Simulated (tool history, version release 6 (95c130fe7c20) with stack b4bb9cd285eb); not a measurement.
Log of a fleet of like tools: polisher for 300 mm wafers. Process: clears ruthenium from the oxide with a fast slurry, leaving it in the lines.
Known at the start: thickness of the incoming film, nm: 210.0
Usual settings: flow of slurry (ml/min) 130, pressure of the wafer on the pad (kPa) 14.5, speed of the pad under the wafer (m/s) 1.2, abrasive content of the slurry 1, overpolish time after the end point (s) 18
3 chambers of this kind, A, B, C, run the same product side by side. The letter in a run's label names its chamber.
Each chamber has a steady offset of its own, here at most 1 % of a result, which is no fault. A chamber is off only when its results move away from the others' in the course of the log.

run    day  flow of slurry (ml/min)  pressure of the wafer on the pad (kPa)  speed of the pad under the wafer (m/s)  abrasive content of the slurry  overpolish time after the end point (s)  wafers polished on this pad  hours since the slurry nozzle was cleaned  hours since the head pressure was calibrated  hours since the slurry blender was calibrated  time until the end point was called (s)  dishing of a wide line in a test structure (nm)
     0.025  -- chamber C: worn pad replaced by a new one
 1A  0.138                      130                                    14.5                                     1.2                               1                                       18                          421                                      159.3                                        1063.9                                           43.4                                   62.457                                           42.938
 2B  0.296                      130                                    14.5                                     1.2                               1                                       18                         1505                                      774.5                                         622.8                                          304.5                                   63.018                                           42.839
     0.396  -- chamber B: slurry nozzle cleaned
     0.421  -- chamber B: head pressure recalibrated
     0.433  -- chamber B: worn pad replaced by a new one
 3C  0.504                      130                                    14.5                                     1.2                               1                                       18                          151                                      352.2                                         267.3                                           76.6                                    63.35                                           42.004
 4C  0.679                      130                                    14.5                                     1.2                               1                                       18                          205                                      356.4                                         271.5                                           80.8                                   61.685                                           42.891
 5A  0.808                      130                                    14.5                                     1.2                               1                                       18                          631                                      175.4                                          1080                                           59.5                                   64.218                                           42.298
     0.854  -- chamber A: worn pad replaced by a new one
 6B  1.025                      130                                      11                                     1.2                             1.1                                       18                          185                                       15.2                                          14.6                                            322                                   79.935                                           35.638
 7C  1.146                      130                                      11                                     1.2                             1.1                                       18                          351                                      367.6                                         282.7                                             92                                   78.274                                           35.465
 8B  1.317                      130                                      11                                     1.2                             1.1                                       18                          276                                       22.2                                          21.6                                            329                                   80.161                                           35.255
 9A  1.529                      130                                    14.5                                     1.2                               1                                       18                          212                                      192.7                                        1097.3                                           76.8                                   63.793                                           41.949
10C   1.65                      130                                    14.5                                     1.2                               1                                       18                          509                                      379.7                                         294.8                                          104.1                                   63.527                                           43.584
11A  1.842                      130                                    14.5                                     0.9                               1                                        8                          310                                      200.2                                        1104.8                                           84.3                                   85.693                                             16.5
     1.942  -- chamber B: slurry blender recalibrated
12B  2.017                      130                                    14.5                                     0.9                               1                                        8                          495                                         39                                          38.4                                            1.8                                   84.289                                           16.579
13C  2.121                      130                                    14.5                                     0.9                               1                                        8                          657                                        391                                         306.1                                          115.4                                   84.563                                           16.444
     2.212  -- chamber A: slurry nozzle cleaned
14B  2.292                      130                                    14.5                                     1.2                               1                                       18                          581                                       45.6                                            45                                            8.4                                   62.566                                           42.266
15A  2.438                      130                                    14.5                                     1.2                               1                                       18                          496                                        5.4                                        1119.1                                           98.6                                   63.615                                            42.23
     2.454  -- chamber C: worn pad replaced by a new one
16B  2.629                      130                                    14.5                                     1.2                               1                                       18                          687                                       53.7                                          53.1                                           16.5                                   62.947                                           42.141
     2.754  -- chamber A: worn pad replaced by a new one
17A  2.792                      130                                    14.5                                     1.2                               1                                       18                           12                                       13.9                                        1127.6                                          107.1                                   63.062                                            42.65
18C  2.975                      130                                    14.5                                     1.2                               1                                       18                          163                                      411.5                                         326.6                                          135.9                                   65.053                                           40.363
19B  3.179                      130                                    14.5                                     1.2                               1                                       18                          859                                       66.9                                          66.3                                           29.7                                    61.89                                           43.151
20C  3.358                      130                                    14.5                                     1.2                               1                                       18                          283                                      420.7                                         335.8                                          145.1                                   68.382                                           39.671
21A  3.558                      130                                    14.5                                     1.2                               1                                       18                          252                                       32.3                                          1146                                          125.5                                   63.291                                           42.481
22B  3.746                      130                                    14.5                                     1.2                               1                                       18                         1036                                       80.5                                          79.9                                           43.3                                   62.447                                           42.528
23A   3.95                      130                                    14.5                                     1.2                               1                                       18                          374                                       41.7                                        1155.4                                          134.9                                   62.447                                           42.686
24C  4.183                      130                                    14.5                                     1.2                               1                                       18                          541                                      440.5                                         355.6                                          164.9                                   72.267                                           38.613
25C  4.408                      130                                    14.5                                     1.2                               1                                       18                          611                                      445.9                                           361                                          170.3                                   74.624                                           38.261

All 3 chambers run these settings next. Forecast each chamber's results:
26A  4.579                      130                                    14.5                                     1.2                               1                                       18                                                                                                                                                                                                             ?                                                ?
26B  4.579                      130                                    14.5                                     1.2                               1                                       18                                                                                                                                                                                                             ?                                                ?
26C  4.579                      130                                    14.5                                     1.2                               1                                       18                                                                                                                                                                                                             ?                                                ?

run  time until the end point was called (s)  dishing of a wide line in a test structure (nm)
26A                                   64.995                                           43.444
26B                                   64.078                                           42.007
26C                                   73.968                                           37.836

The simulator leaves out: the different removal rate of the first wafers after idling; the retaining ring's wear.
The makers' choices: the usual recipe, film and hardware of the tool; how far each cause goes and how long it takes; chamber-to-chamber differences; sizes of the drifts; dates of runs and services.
